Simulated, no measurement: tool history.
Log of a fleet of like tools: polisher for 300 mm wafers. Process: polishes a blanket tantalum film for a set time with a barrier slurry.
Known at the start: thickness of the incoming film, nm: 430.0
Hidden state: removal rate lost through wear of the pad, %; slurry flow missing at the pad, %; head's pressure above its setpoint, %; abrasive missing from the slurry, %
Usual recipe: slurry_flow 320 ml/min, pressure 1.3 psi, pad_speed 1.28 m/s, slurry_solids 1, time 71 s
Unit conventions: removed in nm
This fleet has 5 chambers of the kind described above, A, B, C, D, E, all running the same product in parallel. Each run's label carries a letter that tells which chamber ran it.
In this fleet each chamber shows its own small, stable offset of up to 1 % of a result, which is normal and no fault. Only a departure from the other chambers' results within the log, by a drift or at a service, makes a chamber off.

run,hour,slurry_flow,pressure,pad_speed,slurry_solids,time,wafers polished on this pad,hours since the slurry nozzle was cleaned,hours since the head pressure was calibrated,hours since the slurry blender was calibrated,removed
1A,5.4,320,1.3,1.28,1,71,482,59.2,377.5,229.7,114.27
# hour 10.1: chamber B: slurry blender recalibrated
2D,15.5,320,1.3,1.28,1,71,401,357.8,900,129.4,116.13
3B,22.5,320,1.3,1.28,1,71,164,152.5,31.2,12.4,115.02
# hour 25.5: chamber A: worn pad replaced by a new one
4E,33.5,320,1.3,1.28,1,71,231,194.6,807.4,149.2,113.37
# hour 36.2: chamber D: worn pad replaced by a new one
5C,42.5,320,1.3,1.28,1,71,877,509.3,1042.6,115.1,112.65
# hour 43.7: chamber C: slurry nozzle cleaned
6A,48.8,320,1.3,1.28,1,71,160,102.6,420.9,273.1,111.86
7E,59.4,320,1.3,1.28,1,71,410,220.5,833.3,175.1,112.69
# hour 64.6: chamber E: slurry blender recalibrated
8C,69.7,320,1.3,1.28,1,71,1064,26,1069.8,142.3,115.14
9D,78.3,320,1.3,1.28,1,71,289,420.6,962.8,192.2,115.88
# hour 79.9: chamber E: worn pad replaced by a new one
10B,85.2,320,1.3,1.28,1,71,595,215.2,93.9,75.1,113.36
# hour 86.7: chamber C: worn pad replaced by a new one
11A,92.9,320,1.3,1.28,1,71,463,146.7,465,317.2,114.55
12D,98.7,320,1.3,1.28,1,71,430,441,983.2,212.6,117.58
13C,103.7,285,0.9,1.28,1,71,117,60,1103.8,176.3,78.716
# hour 113: chamber A: slurry blender recalibrated
# hour 113.3: chamber B: worn pad replaced by a new one
# hour 114: chamber A: worn pad replaced by a new one
14E,114.8,285,0.9,1.28,1,71,240,275.9,888.7,50.3,79.382
# hour 116.8: chamber D: worn pad replaced by a new one
15B,123.2,285,0.9,1.28,1,71,68,253.2,131.9,113.1,78.962
16B,131,285,0.9,1.28,1,71,121,261,139.7,120.9,78.95
17C,138.1,285,0.9,1.28,1,71,354,94.4,1138.2,210.7,77.235
18A,143,320,1.3,1.28,1,71,199,196.8,515.1,30.1,116.23
19E,148.6,320,1.3,1.28,1,71,473,309.7,922.5,84.1,114.38
20D,153.8,320,1.3,1.28,1,71,255,496.1,1038.3,267.7,113.67
# hour 156.7: chamber C: head pressure recalibrated
# hour 158.3: chamber E: worn pad replaced by a new one
21C,158.6,320,1.3,1.28,1,71,495,114.9,1.9,231.2,111.7
22A,168.7,320,1.3,1.28,1,71,376,222.5,540.8,55.8,113.9
23E,177,320,1.3,1.28,1,71,128,338.1,950.9,112.5,113.34
# hour 179.7: chamber D: slurry blender recalibrated
24D,186.7,320,1.3,1.58,1,71,481,529,1071.2,7,141.09
25B,196.2,320,1.3,1.58,1,71,570,326.2,204.9,186.1,140.76
# hour 196.4: chamber D: worn pad replaced by a new one
# hour 197.4: chamber B: slurry nozzle cleaned
26C,205.8,320,1.3,1.58,1,71,820,162.1,49.1,278.4,136.75
# hour 208.6: chamber A: worn pad replaced by a new one
27D,213.1,320,1.3,1.58,1,71,115,555.4,1097.6,33.4,142.97
28A,220,320,1.3,1.58,1,71,78,273.8,592.1,107.1,140.35
# hour 225.4: chamber B: worn pad replaced by a new one
29B,226.6,320,1.3,1.28,1,71,8,29.3,235.3,216.5,113.78
30E,235.9,320,1.3,1.28,1,71,534,397,1009.8,171.4,114.24
31B,242.5,320,1.3,1.28,1,71,118,45.2,251.2,232.4,118.99
32A,251.3,320,1.3,1.28,1,71,294,305.1,623.4,138.4,113.66
33C,259.1,320,1.3,1.28,1,71,1187,215.4,102.4,331.7,108.38
# hour 259.3: chamber E: worn pad replaced by a new one
34E,264.5,320,1.3,1.28,1,71,36,425.6,1038.4,200,116
35D,271.7,320,1.3,1.28,1,71,518,614,1156.2,92,114.31
# hour 280.9: chamber D: worn pad replaced by a new one
36C,281,235,1.3,1.28,1,71,1338,237.3,124.3,353.6,103.13
# hour 285.9: chamber E: slurry blender recalibrated
37D,287.7,235,1.3,1.28,1,71,46,630,1172.2,108,110.21
38B,294,235,1.3,1.28,1,71,472,96.7,302.7,283.9,111.03
39A,304.1,235,1.3,1.28,1,71,657,357.9,676.2,191.2,112.07
40E,310.4,235,1.3,1.28,1,71,352,471.5,1084.3,24.5,110.97
41D,321,320,1.3,1.28,1,71,276,663.3,1205.5,141.3,118.54

Each of the 5 chambers runs these same settings next. Fill in every chamber's results:
42A,328.9,320,1.3,1.28,1,71,,,,,?
42B,328.9,320,1.3,1.28,1,71,,,,,?
42C,328.9,320,1.3,1.28,1,71,,,,,?
42D,328.9,320,1.3,1.28,1,71,,,,,?
42E,328.9,320,1.3,1.28,1,71,,,,,?

run,removed
42A,112.11
42B,114.32
42C,106.81
42D,112.19
42E,112.79
